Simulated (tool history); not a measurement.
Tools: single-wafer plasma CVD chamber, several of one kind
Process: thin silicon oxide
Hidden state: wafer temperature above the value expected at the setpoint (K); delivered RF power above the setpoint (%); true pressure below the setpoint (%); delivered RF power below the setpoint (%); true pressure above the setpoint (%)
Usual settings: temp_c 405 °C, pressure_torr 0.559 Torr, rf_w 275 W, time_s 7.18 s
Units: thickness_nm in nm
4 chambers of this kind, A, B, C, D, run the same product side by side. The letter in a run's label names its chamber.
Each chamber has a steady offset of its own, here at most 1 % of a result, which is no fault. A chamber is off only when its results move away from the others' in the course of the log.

run,hour,temp_c,pressure_torr,rf_w,time_s,hours since the last thermocouple change,hours since the last RF generator calibration,hours since the last manometer calibration,"read-back reference wafer on the same gauge, thickness_nm",thickness_nm
1A,4.0,405,0.559,275,7.18,728.8,1036.6,1090.3,9.3465,8.6763
2C,6.8,405,0.559,275,7.18,1942.4,51.1,1540.1,9.3435,8.7568
3B,9.3,405,0.559,275,7.18,430.6,1645.5,2169.2,9.3341,8.6486
4D,13.1,405,0.559,275,7.18,1152.3,545.4,2402.8,9.3438,8.8057
5A,16.6,405,0.559,275,7.18,741.4,1049.2,1102.9,9.3384,8.6959
6B,19.9,405,0.559,275,7.18,441.2,1656.1,2179.8,9.3420,8.6436
7D,23.0,405,0.559,275,7.18,1162.2,555.3,2412.7,9.3395,8.7439
8C,26.1,405,0.451,275,8.38,1961.7,70.4,1559.4,9.3375,7.9768
9B,30.7,405,0.451,275,8.38,452.0,1666.9,2190.6,9.3478,7.9135
# hour 32.2: chamber A: capacitance manometer re-zeroed and calibrated
10C,35.6,405,0.451,275,8.38,1971.2,79.9,1568.9,9.3416,7.9485
11D,40.3,405,0.451,275,8.38,1179.5,572.6,2430.0,9.3423,7.9862
12A,44.7,405,0.559,275,7.18,769.5,1077.3,12.5,9.3356,8.7183
13D,47.7,405,0.559,275,7.18,1186.9,580.0,2437.4,9.3363,8.7267
14B,52.0,405,0.559,275,7.18,473.3,1688.2,2211.9,9.3376,8.6420
15A,55.0,405,0.559,275,7.18,779.8,1087.6,22.8,9.3457,8.7067
# hour 57.2: chamber D: capacitance manometer re-zeroed and calibrated
16C,60.2,405,0.559,275,7.18,1995.8,104.5,1593.5,9.3332,8.7879
# hour 60.9: chamber B: RF generator calibrated
17A,65.1,405,0.559,275,5.85,789.9,1097.7,32.9,9.3470,7.1229
18C,69.6,405,0.559,275,5.85,2005.2,113.9,1602.9,9.3390,7.1886
19D,73.5,405,0.559,275,5.85,1212.7,605.8,16.4,9.3433,7.2617
20B,78.6,405,0.559,275,5.85,499.9,17.8,2238.5,9.3356,7.0580
21D,82.0,391,0.559,275,7.18,1221.2,614.3,24.9,9.3462,9.0083
22B,85.3,391,0.559,275,7.18,506.6,24.5,2245.2,9.3462,8.7799
23C,88.9,391,0.559,275,7.18,2024.5,133.2,1622.2,9.3389,8.9230
24A,91.9,391,0.559,275,7.18,816.7,1124.5,59.7,9.3379,8.8217

Next, every chamber runs the same settings. What will each give?
25A,95.8,405,0.559,275,7.18,,,,,?
25B,95.8,405,0.559,275,7.18,,,,,?
25C,95.8,405,0.559,275,7.18,,,,,?
25D,95.8,405,0.559,275,7.18,,,,,?

run,thickness_nm
25A,8.7139
25B,8.7040
25C,8.7966
25D,8.9129
